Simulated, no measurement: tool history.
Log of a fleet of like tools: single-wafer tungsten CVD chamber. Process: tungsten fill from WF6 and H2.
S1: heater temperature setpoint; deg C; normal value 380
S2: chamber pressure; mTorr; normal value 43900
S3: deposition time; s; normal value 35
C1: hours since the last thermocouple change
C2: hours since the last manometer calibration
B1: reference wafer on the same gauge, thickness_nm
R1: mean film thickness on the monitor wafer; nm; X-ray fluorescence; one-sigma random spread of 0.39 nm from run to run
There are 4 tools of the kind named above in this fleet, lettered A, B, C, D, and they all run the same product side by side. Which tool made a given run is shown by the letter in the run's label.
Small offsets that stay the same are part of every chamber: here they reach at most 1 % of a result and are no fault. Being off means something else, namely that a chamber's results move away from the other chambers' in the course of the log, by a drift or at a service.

Run 1C, day 0.588: usual settings; C1 1460.7; C2 2219; B1 88.431. Result: R1 82.278 nm.
Run 2B, day 1.112: usual settings; C1 1358.9; C2 2239.2; B1 88.435. Result: R1 83.24 nm.
Run 3A, day 1.471: usual settings; C1 746.3; C2 352.4; B1 88.417. Result: R1 82.589 nm.
Run 4D, day 1.812: usual settings; C1 794; C2 1397.5; B1 88.525. Result: R1 83.509 nm.
Run 5D, day 2.242: usual settings; C1 804.3; C2 1407.8; B1 88.556. Result: R1 82.898 nm.
Run 6C, day 2.8: usual settings; C1 1513.8; C2 2272.1; B1 88.637. Result: R1 82.626 nm.
Run 7B, day 3.392: usual settings; C1 1413.6; C2 2293.9; B1 88.429. Result: R1 83.339 nm.
Run 8A, day 3.988: usual settings; C1 806.7; C2 412.8; B1 88.51. Result: R1 82.681 nm.
Run 9B, day 4.558: usual settings; C1 1441.6; C2 2321.9; B1 88.488. Result: R1 83.177 nm.
Run 10C, day 4.921: usual settings; C1 1564.7; C2 2323; B1 88.476. Result: R1 82.966 nm.
Run 11D, day 5.454: usual settings; C1 881.4; C2 1484.9; B1 88.456. Result: R1 84.166 nm.
Run 12A, day 5.925: usual settings; C1 853.2; C2 459.3; B1 88.48. Result: R1 82.942 nm.
Run 13D, day 6.504: usual settings; C1 906.6; C2 1510.1; B1 88.54. Result: R1 83.481 nm.
Run 14A, day 6.879: usual settings; C1 876.1; C2 482.2; B1 88.462. Result: R1 83.293 nm.
Run 15B, day 7.3: usual settings; C1 1507.4; C2 2387.7; B1 88.505. Result: R1 82.549 nm.
Run 16C, day 7.871: usual settings; C1 1635.5; C2 2393.8; B1 88.654. Result: R1 82.06 nm.
Run 17B, day 8.433: usual settings; C1 1534.6; C2 2414.9; B1 88.574. Result: R1 83.009 nm.
Run 18C, day 8.7: usual settings; C1 1655.4; C2 2413.7; B1 88.462. Result: R1 82.199 nm.
Run 19A, day 9.179: usual settings; C1 931.3; C2 537.4; B1 88.521. Result: R1 82.985 nm.
Run 20D, day 9.654: usual settings; C1 982.2; C2 1585.7; B1 88.387. Result: R1 83.441 nm.
Run 21B, day 10.125: usual settings; C1 1575.2; C2 2455.5; B1 88.496. Result: R1 82.693 nm.
Run 22A, day 10.479: usual settings; C1 962.5; C2 568.6; B1 88.541. Result: R1 82.77 nm.
Run 23D, day 11.017: usual settings; C1 1014.9; C2 1618.4; B1 88.411. Result: R1 82.988 nm.
Run 24C, day 11.571: usual settings; C1 1724.3; C2 2482.6; B1 88.427. Result: R1 81.31 nm.
Run 25B, day 12.179: usual settings; C1 1624.5; C2 2504.8; B1 88.435. Result: R1 83.769 nm.
Run 26D, day 12.638: usual settings; C1 1053.8; C2 1657.3; B1 88.488. Result: R1 82.538 nm.
Run 27A, day 13.029: usual settings; C1 1023.7; C2 629.8; B1 88.399. Result: R1 82.885 nm.
At day 13.483: chamber C: capacitance manometer re-zeroed and calibrated.
At day 13.529: chamber B: capacitance manometer re-zeroed and calibrated.
Run 28C, day 13.633: usual settings; C1 1773.8; C2 3.6; B1 88.56. Result: R1 81.968 nm.
Run 29A, day 13.954: usual settings; C1 1045.9; C2 652; B1 88.555. Result: R1 83.326 nm.
Run 30C, day 14.546: usual settings but S3 38.9 s; C1 1795.7; C2 25.5; B1 88.324. Result: R1 91.607 nm.
Run 31B, day 14.954: usual settings but S3 38.9 s; C1 1691.1; C2 34.2; B1 88.392. Result: R1 92.148 nm.
Run 32D, day 15.45: usual settings but S3 38.9 s; C1 1121.3; C2 1724.8; B1 88.538. Result: R1 92.362 nm.
Run 33D, day 15.888: usual settings but S3 38.9 s; C1 1131.8; C2 1735.3; B1 88.414. Result: R1 92.437 nm.
Run 34B, day 16.371: usual settings; C1 1725.1; C2 68.2; B1 88.498. Result: R1 83.29 nm.
Run 35A, day 16.962: usual settings; C1 1118.1; C2 724.2; B1 88.496. Result: R1 83.123 nm.

Has any chamber moved away from the others, gradually or after a service, or does the common gauge drift, or do the chambers differ only by their own small steady offsets? State the chamber and the most likely cause if one applies.

Nothing is wrong: each chamber keeps only its own small, steady offset and the gauge holds still.
